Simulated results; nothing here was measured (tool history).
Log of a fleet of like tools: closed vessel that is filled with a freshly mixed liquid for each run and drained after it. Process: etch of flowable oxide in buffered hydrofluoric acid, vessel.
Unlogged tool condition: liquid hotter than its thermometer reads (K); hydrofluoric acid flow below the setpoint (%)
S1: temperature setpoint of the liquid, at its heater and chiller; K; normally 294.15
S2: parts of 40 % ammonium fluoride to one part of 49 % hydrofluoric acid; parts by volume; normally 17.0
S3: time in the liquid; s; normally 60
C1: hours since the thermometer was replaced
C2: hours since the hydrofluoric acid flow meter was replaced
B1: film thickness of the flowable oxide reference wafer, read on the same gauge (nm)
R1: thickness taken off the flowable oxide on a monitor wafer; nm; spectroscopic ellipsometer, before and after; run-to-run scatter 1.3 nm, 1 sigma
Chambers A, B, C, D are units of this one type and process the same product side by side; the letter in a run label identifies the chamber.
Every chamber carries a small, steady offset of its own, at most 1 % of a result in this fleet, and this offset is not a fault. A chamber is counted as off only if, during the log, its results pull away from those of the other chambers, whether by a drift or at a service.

| run | hour | S1 | S2 | S3 | C1 | C2 | B1 | R1 |
|---|---|---|---|---|---|---|---|---|
| 1A | 7.4 | 294.15 | 17.0 | 60 | 740.0 | 432.4 | 90.020 | 127.650 |
| 2D | 13.0 | 294.15 | 17.0 | 60 | 452.5 | 93.8 | 90.014 | 130.890 |
| 3C | 24.7 | 294.15 | 17.0 | 60 | 958.7 | 1106.5 | 89.986 | 133.760 |
| 4B | 36.1 | 294.15 | 17.0 | 60 | 2529.2 | 593.4 | 89.987 | 130.460 |
| 5D | 46.7 | 294.15 | 17.0 | 60 | 486.2 | 127.5 | 90.000 | 133.450 |
| 6C | 56.9 | 294.15 | 17.0 | 60 | 990.9 | 1138.7 | 89.983 | 133.300 |
| 7A | 65.8 | 294.15 | 17.0 | 60 | 798.4 | 490.8 | 89.999 | 132.700 |
| 8B | 71.5 | 294.15 | 17.0 | 60 | 2564.6 | 628.8 | 89.997 | 131.890 |
| 9A | 81.4 | 294.15 | 17.0 | 60 | 814.0 | 506.4 | 90.002 | 130.340 |
| 10C | 88.1 | 294.15 | 17.0 | 60 | 1022.1 | 1169.9 | 89.965 | 131.070 |
| 11D | 98.5 | 294.15 | 17.0 | 60 | 538.0 | 179.3 | 89.983 | 132.860 |
| 12B | 104.4 | 296.65 | 14.5 | 60 | 2597.5 | 661.7 | 89.987 | 173.210 |
| 13D | 110.8 | 296.65 | 14.5 | 60 | 550.3 | 191.6 | 90.014 | 179.210 |
|  | 111.0 | chamber C: thermometer replaced |
| 14B | 116.4 | 296.65 | 14.5 | 60 | 2609.5 | 673.7 | 90.037 | 177.190 |
| 15A | 122.0 | 296.65 | 14.5 | 60 | 854.6 | 547.0 | 89.959 | 175.950 |
|  | 132.0 | chamber B: thermometer replaced |
| 16C | 133.8 | 294.15 | 17.0 | 60 | 22.9 | 1215.6 | 90.018 | 126.360 |
| 17B | 146.4 | 294.15 | 17.0 | 60 | 14.4 | 703.7 | 89.973 | 130.850 |
| 18C | 155.0 | 294.15 | 17.0 | 60 | 44.1 | 1236.8 | 89.972 | 122.370 |
| 19D | 163.9 | 294.15 | 17.0 | 60 | 603.4 | 244.7 | 89.978 | 130.530 |
|  | 169.3 | chamber B: hydrofluoric acid flow meter replaced |
| 20A | 173.0 | 294.15 | 14.5 | 35 | 905.6 | 598.0 | 89.972 | 89.688 |
| 21D | 183.6 | 294.15 | 14.5 | 35 | 623.1 | 264.4 | 90.005 | 89.564 |
|  | 188.4 | chamber D: thermometer replaced |
| 22B | 193.1 | 294.15 | 14.5 | 35 | 61.1 | 23.8 | 89.981 | 89.950 |
| 23A | 203.0 | 294.15 | 14.5 | 35 | 935.6 | 628.0 | 89.979 | 90.345 |
| 24C | 212.0 | 294.15 | 24.0 | 30 | 101.1 | 1293.8 | 90.026 | 46.250 |
| 25D | 224.6 | 294.15 | 24.0 | 30 | 36.3 | 305.4 | 90.009 | 49.460 |

Read the log: is a single chamber off, either drifting away or since a service, is the gauge that measures every chamber drifting, or is nothing wrong beyond small per-chamber offsets? Name any odd chamber and what most likely caused it.

Chamber C drifts away from the others.
Likeliest cause: hydrofluoric acid flow below the setpoint (%) = 12.1.

Which of the 4 candidates below, each the usual settings with something changed and its results left as question marks, puts chamber C back in line with what the other chambers give on the usual settings?
In line here means within this much of the mean the other chambers give on the usual settings: R1 4.500 nm
| 26C-1 | 233.8 | 294.15 | 17.5 | 60 |  |  |  | ? |
| 26C-2 | 233.8 | 294.15 | 17.5 | 55 |  |  |  | ? |
| 26C-3 | 233.8 | 296.15 | 17.0 | 60 |  |  |  | ? |
| 26C-4 | 233.8 | 294.15 | 16.5 | 60 |  |  |  | ? |

What the other chambers average on the usual settings: R1 131.450 nm
| run | R1 |
|---|---|
| 26C-1 | 113.340 |
| 26C-2 | 103.890 |
| 26C-3 | 130.320 |
| 26C-4 | 120.020 |
26C-3 brings the chamber back in line.
